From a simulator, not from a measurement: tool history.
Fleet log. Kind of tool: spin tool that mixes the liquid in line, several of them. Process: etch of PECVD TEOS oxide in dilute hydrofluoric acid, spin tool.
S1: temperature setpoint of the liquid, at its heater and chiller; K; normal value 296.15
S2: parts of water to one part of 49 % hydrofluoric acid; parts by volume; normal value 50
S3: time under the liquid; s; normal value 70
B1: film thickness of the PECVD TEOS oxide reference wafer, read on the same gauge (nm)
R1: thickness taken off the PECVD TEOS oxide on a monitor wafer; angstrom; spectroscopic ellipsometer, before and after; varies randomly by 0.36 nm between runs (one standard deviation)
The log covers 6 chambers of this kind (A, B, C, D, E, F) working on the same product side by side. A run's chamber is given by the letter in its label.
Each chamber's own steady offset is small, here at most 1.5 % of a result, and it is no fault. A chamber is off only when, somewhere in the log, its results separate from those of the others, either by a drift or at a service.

run 1D hour=3.4 | S1=296.15 S2=50 S3=70 | B1=79.991 | R1=402.24
run 2B hour=6.4 | S1=296.15 S2=50 S3=70 | B1=80.004 | R1=414.17
run 3F hour=10.3 | S1=296.15 S2=50 S3=70 | B1=80.021 | R1=419.29
run 4A hour=14 | S1=296.15 S2=50 S3=70 | B1=79.993 | R1=406.34
run 5E hour=17.4 | S1=296.15 S2=50 S3=70 | B1=80.02 | R1=407.71
run 6C hour=21.5 | S1=296.15 S2=50 S3=70 | B1=79.998 | R1=401.78
run 7E hour=25.1 | S1=296.15 S2=50 S3=70 | B1=80.009 | R1=403.79
run 8D hour=27.6 | S1=296.15 S2=50 S3=70 | B1=80.005 | R1=410.62
run 9A hour=30 | S1=296.15 S2=50 S3=70 | B1=80.018 | R1=403.9
run 10C hour=33.3 | S1=296.15 S2=50 S3=70 | B1=80.017 | R1=407.99
run 11F hour=37.4 | S1=296.15 S2=50 S3=70 | B1=79.967 | R1=418.04
run 12B hour=39.8 | S1=296.15 S2=50 S3=70 | B1=80.016 | R1=410.19
run 13C hour=42.1 | S1=296.15 S2=50 S3=70 | B1=79.988 | R1=407.59
run 14F hour=44.4 | S1=299.65 S2=50 S3=55 | B1=80.007 | R1=369.04
run 15D hour=48 | S1=299.65 S2=50 S3=55 | B1=79.984 | R1=373.54
run 16E hour=51 | S1=299.65 S2=50 S3=55 | B1=79.998 | R1=365.48
run 17B hour=52.8 | S1=299.65 S2=50 S3=55 | B1=80.01 | R1=374.08
run 18A hour=57 | S1=299.65 S2=50 S3=55 | B1=80.006 | R1=368.34
run 19D hour=58.8 | S1=299.65 S2=50 S3=55 | B1=80.009 | R1=371.41
run 20A hour=61.1 | S1=296.15 S2=50 S3=70 | B1=80.002 | R1=413.33
run 21B hour=63.6 | S1=296.15 S2=50 S3=70 | B1=80.015 | R1=409.78
run 22E hour=66.9 | S1=296.15 S2=50 S3=70 | B1=80.001 | R1=405.61
run 23F hour=70.9 | S1=296.15 S2=50 S3=70 | B1=80.01 | R1=409.83
run 24C hour=72.8 | S1=296.15 S2=50 S3=70 | B1=79.987 | R1=404.1
run 25D hour=76.7 | S1=296.15 S2=50 S3=70 | B1=80.002 | R1=400.43
run 26F hour=78.9 | S1=296.15 S2=50 S3=70 | B1=79.982 | R1=413.15
run 27A hour=81.5 | S1=296.15 S2=50 S3=70 | B1=79.984 | R1=418.07
run 28E hour=83.7 | S1=296.15 S2=50 S3=70 | B1=79.967 | R1=403.18
run 29B hour=86.3 | S1=296.15 S2=65 S3=70 | B1=80 | R1=310.42
run 30C hour=90.2 | S1=296.15 S2=65 S3=70 | B1=79.983 | R1=307.71
run 31C hour=93.3 | S1=296.15 S2=65 S3=70 | B1=80.016 | R1=309.56
run 32A hour=95.5 | S1=296.15 S2=65 S3=70 | B1=80.005 | R1=321
run 33B hour=99.1 | S1=296.15 S2=65 S3=70 | B1=79.983 | R1=309.07
run 34F hour=102.2 | S1=296.15 S2=65 S3=70 | B1=79.997 | R1=310.9
run 35D hour=105.2 | S1=296.15 S2=50 S3=70 | B1=79.996 | R1=411.35
run 36E hour=108.8 | S1=296.15 S2=50 S3=70 | B1=79.971 | R1=401.17
run 37C hour=111.3 | S1=296.15 S2=50 S3=70 | B1=80.033 | R1=402.43
run 38A hour=114 | S1=296.15 S2=40 S3=40 | B1=79.996 | R1=305
run 39F hour=116.1 | S1=296.15 S2=40 S3=40 | B1=80.039 | R1=301.85
run 40B hour=118.9 | S1=296.15 S2=40 S3=40 | B1=79.96 | R1=294.45
run 41D hour=120.8 | S1=296.15 S2=40 S3=40 | B1=79.993 | R1=290.09

What goes on in this fleet: one chamber off, a drifting gauge, or nothing beyond the chambers' own small offsets? Name the chamber and the cause, if any.

Little by little, chamber A moves away from the other chambers.
Cause: liquid hotter than its thermometer reads (K) = 1.49.
Not necessarily distinguishable in this log from: hydrofluoric acid flow above the setpoint (%).

Chamber A could run next with any of the 4 candidate recipes listed below; each alters the usual settings, and their results appear as question marks. Which one brings its results back in line with what the other chambers deliver on the usual settings?
A result is in line if it is within this distance of the other chambers' mean on the usual settings: R1 13 angstrom
run 42A-1 hour=123.9 | S1=294.65 S2=50 S3=70 | R1=?
run 42A-2 hour=123.9 | S1=296.15 S2=45 S3=70 | R1=?
run 42A-3 hour=123.9 | S1=295.65 S2=55 S3=70 | R1=?
run 42A-4 hour=123.9 | S1=296.15 S2=50 S3=75 | R1=?

Mean of the other chambers on the usual settings: R1 407.3 angstrom
run=42A-1 R1=408.55
run=42A-2 R1=485.21
run=42A-3 R1=384.43
run=42A-4 R1=465.08
It is 42A-1 that realigns the chamber with its peers.

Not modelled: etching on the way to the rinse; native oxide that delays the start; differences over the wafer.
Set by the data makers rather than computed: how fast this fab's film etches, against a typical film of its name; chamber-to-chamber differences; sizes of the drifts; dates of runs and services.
